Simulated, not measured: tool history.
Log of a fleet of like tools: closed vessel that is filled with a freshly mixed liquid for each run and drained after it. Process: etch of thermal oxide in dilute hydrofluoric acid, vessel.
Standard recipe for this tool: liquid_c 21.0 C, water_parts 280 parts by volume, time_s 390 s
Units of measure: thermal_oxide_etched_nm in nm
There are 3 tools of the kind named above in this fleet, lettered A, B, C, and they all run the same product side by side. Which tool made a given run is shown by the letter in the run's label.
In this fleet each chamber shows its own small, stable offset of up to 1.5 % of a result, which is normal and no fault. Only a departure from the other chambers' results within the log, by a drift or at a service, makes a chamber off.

| run | day | liquid_c | water_parts | time_s | read-back film thickness of the thermal oxide reference wafer, read on the same gauge (nm) | thermal_oxide_etched_nm |
|---|---|---|---|---|---|---|
| 1C | 0.379 | 21.0 | 280 | 390 | 29.981 | 4.9169 |
| 2B | 0.817 | 21.0 | 280 | 390 | 30.007 | 4.9209 |
| 3A | 1.104 | 21.0 | 280 | 390 | 30.004 | 4.8405 |
| 4A | 1.342 | 21.0 | 280 | 390 | 29.998 | 4.8616 |
| 5C | 1.612 | 21.0 | 280 | 390 | 30.014 | 4.8273 |
| 6B | 2.088 | 21.0 | 280 | 390 | 29.991 | 4.8531 |
| 7A | 2.396 | 21.0 | 280 | 390 | 30.000 | 4.8068 |
| 8B | 2.875 | 21.0 | 280 | 390 | 29.983 | 4.8242 |
| 9C | 3.375 | 21.0 | 280 | 390 | 30.015 | 4.7857 |
| 10C | 3.712 | 21.0 | 280 | 390 | 29.991 | 4.7487 |
| 11B | 4.075 | 21.0 | 280 | 390 | 30.009 | 4.8585 |
| 12A | 4.492 | 21.0 | 280 | 390 | 29.945 | 4.8801 |
| 13A | 4.958 | 21.0 | 280 | 390 | 29.993 | 4.9019 |
| 14C | 5.375 | 21.0 | 280 | 390 | 30.054 | 4.6784 |
| 15B | 5.717 | 21.0 | 280 | 390 | 30.029 | 4.8273 |
| 16B | 5.983 | 21.0 | 280 | 390 | 29.975 | 4.8262 |
| 17A | 6.400 | 21.0 | 415 | 390 | 29.999 | 2.9311 |
| 18C | 6.846 | 21.0 | 415 | 390 | 30.000 | 2.7555 |
| 19B | 7.342 | 21.0 | 415 | 390 | 30.050 | 2.9394 |
| 20C | 7.629 | 21.0 | 280 | 390 | 30.004 | 4.6175 |
| 21A | 7.996 | 21.0 | 280 | 390 | 30.014 | 4.8467 |
| 22B | 8.279 | 21.0 | 280 | 390 | 30.011 | 4.8679 |
| 23A | 8.533 | 21.0 | 280 | 390 | 30.024 | 4.9017 |
| 24C | 9.025 | 21.0 | 280 | 390 | 30.002 | 4.5163 |
| 25A | 9.475 | 21.0 | 280 | 390 | 30.000 | 4.7773 |
| 26C | 9.942 | 21.0 | 280 | 390 | 30.013 | 4.4993 |
| 27B | 10.246 | 21.0 | 280 | 390 | 29.988 | 4.8308 |
| 28A | 10.629 | 21.0 | 280 | 390 | 30.018 | 4.8171 |
| 29B | 11.112 | 21.0 | 280 | 390 | 29.983 | 4.8860 |
| 30C | 11.446 | 21.0 | 280 | 390 | 30.016 | 4.5290 |
| 31C | 11.762 | 24.5 | 280 | 390 | 29.995 | 5.0888 |
| 32A | 12.092 | 24.5 | 280 | 390 | 29.951 | 5.5447 |

All chambers now run identical settings, listed one chamber a line with results as question marks. What results will each chamber show?
| 33A | 12.450 | 17.0 | 280 | 390 |  | ? |
| 33B | 12.450 | 17.0 | 280 | 390 |  | ? |
| 33C | 12.450 | 17.0 | 280 | 390 |  | ? |

| run | thermal_oxide_etched_nm |
|---|---|
| 33A | 4.2141 |
| 33B | 4.2354 |
| 33C | 3.8326 |

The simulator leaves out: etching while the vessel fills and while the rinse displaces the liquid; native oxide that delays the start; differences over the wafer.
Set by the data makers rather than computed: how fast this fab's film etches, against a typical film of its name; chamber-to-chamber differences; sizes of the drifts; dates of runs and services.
